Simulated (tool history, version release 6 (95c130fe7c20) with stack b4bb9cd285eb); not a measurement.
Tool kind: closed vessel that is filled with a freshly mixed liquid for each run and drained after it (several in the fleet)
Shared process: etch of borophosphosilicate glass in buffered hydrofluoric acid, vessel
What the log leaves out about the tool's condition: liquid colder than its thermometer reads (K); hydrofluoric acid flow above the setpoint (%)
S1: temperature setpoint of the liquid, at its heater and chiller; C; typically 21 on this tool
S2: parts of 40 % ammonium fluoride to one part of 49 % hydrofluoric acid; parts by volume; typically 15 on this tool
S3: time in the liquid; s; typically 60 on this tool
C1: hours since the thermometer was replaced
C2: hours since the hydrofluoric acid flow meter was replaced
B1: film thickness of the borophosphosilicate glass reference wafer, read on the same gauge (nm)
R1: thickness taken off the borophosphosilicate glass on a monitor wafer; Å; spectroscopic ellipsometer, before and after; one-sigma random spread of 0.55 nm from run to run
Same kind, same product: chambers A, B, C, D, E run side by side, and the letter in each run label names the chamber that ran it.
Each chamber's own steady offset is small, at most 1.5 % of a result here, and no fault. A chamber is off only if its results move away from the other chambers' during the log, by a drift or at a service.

run	hour	S1	S2	S3	C1	C2	B1	R1
1C	8.8	21	15	60	1466.9	844.4	150.00	596.17
2A	19.4	21	15	60	123.0	742.7	150.01	604.99
# hour 24.9: chamber C: hydrofluoric acid flow meter replaced
3E	30.9	21	15	60	970.4	151.0	150.00	613.18
4B	40.5	21	15	60	250.5	784.4	149.99	601.58
5D	47.1	21	15	60	897.3	1020.7	150.00	610.44
6A	53.8	21	15	60	157.4	777.1	150.01	598.65
7C	63.2	21	15	90	1521.3	38.4	150.00	909.52
8D	69.8	21	15	90	920.0	1043.4	150.00	906.46
9E	77.7	21	15	90	1017.2	197.8	149.99	915.64
10B	86.4	21	15	90	296.4	830.3	150.02	914.39
11E	94.2	21	15	90	1033.7	214.3	150.00	908.69
12B	102.1	21	15	60	312.1	846.0	149.99	614.42
13C	107.6	21	15	60	1565.7	82.8	149.97	601.49
14D	113.0	21	15	60	963.2	1086.6	150.03	602.48
15A	122.7	21	15	60	226.3	846.0	150.01	590.27
16B	130.4	21	15	60	340.4	874.3	150.00	607.08
17E	142.1	21	15	60	1081.6	262.2	150.00	616.44
18D	153.4	21	15	60	1003.6	1127.0	150.00	603.34
19C	164.4	21	15	60	1622.5	139.6	150.03	609.29
20A	174.6	21	15	60	278.2	897.9	149.98	600.10
21A	182.7	21	15	60	286.3	906.0	150.01	605.05
22B	194.4	21	15	60	404.4	938.3	150.00	609.50
23C	200.7	21	15	60	1658.8	175.9	149.99	609.06
24E	210.1	21	15	60	1149.6	330.2	150.01	614.95
25D	215.5	21	15	60	1065.7	1189.1	149.98	593.14
26A	225.6	21	15	60	329.2	948.9	149.98	595.13
27C	236.6	21	15	60	1694.7	211.8	150.01	601.21
28B	246.3	17	15	35	456.3	990.2	150.02	286.47
29D	258.0	17	15	35	1108.2	1231.6	150.01	282.66
30E	269.9	17	15	35	1209.4	390.0	150.00	284.62
# hour 273.5: chamber C: thermometer replaced
31C	275.5	17	15	35	2.0	250.7	149.98	283.89
# hour 283.4: chamber D: hydrofluoric acid flow meter replaced
32B	286.4	17	15	35	496.4	1030.3	149.99	285.45
33A	292.4	25	15	45	396.0	1015.7	149.99	565.25
34D	301.7	25	15	45	1151.9	18.4	150.00	558.70
35E	308.3	25	15	45	1247.8	428.4	149.98	574.90
36B	319.4	25	15	45	529.4	1063.3	150.01	562.28
37D	328.8	25	15	45	1179.0	45.5	149.99	554.43
38C	341.0	21	15	60	67.5	316.2	149.99	610.42
39A	352.2	21	15	60	455.8	1075.5	150.01	600.10
40E	358.5	21	15	60	1298.0	478.6	149.99	615.06
41A	365.4	21	15	60	469.0	1088.7	150.01	590.11
42D	375.5	21	15	60	1225.7	92.2	150.01	608.57

All 5 chambers run these settings next. Forecast each chamber's results:
43A	384.4	24	15	60				?
43B	384.4	24	15	60				?
43C	384.4	24	15	60				?
43D	384.4	24	15	60				?
43E	384.4	24	15	60				?

run	R1
43A	698.44
43B	718.05
43C	703.33
43D	705.48
43E	708.47
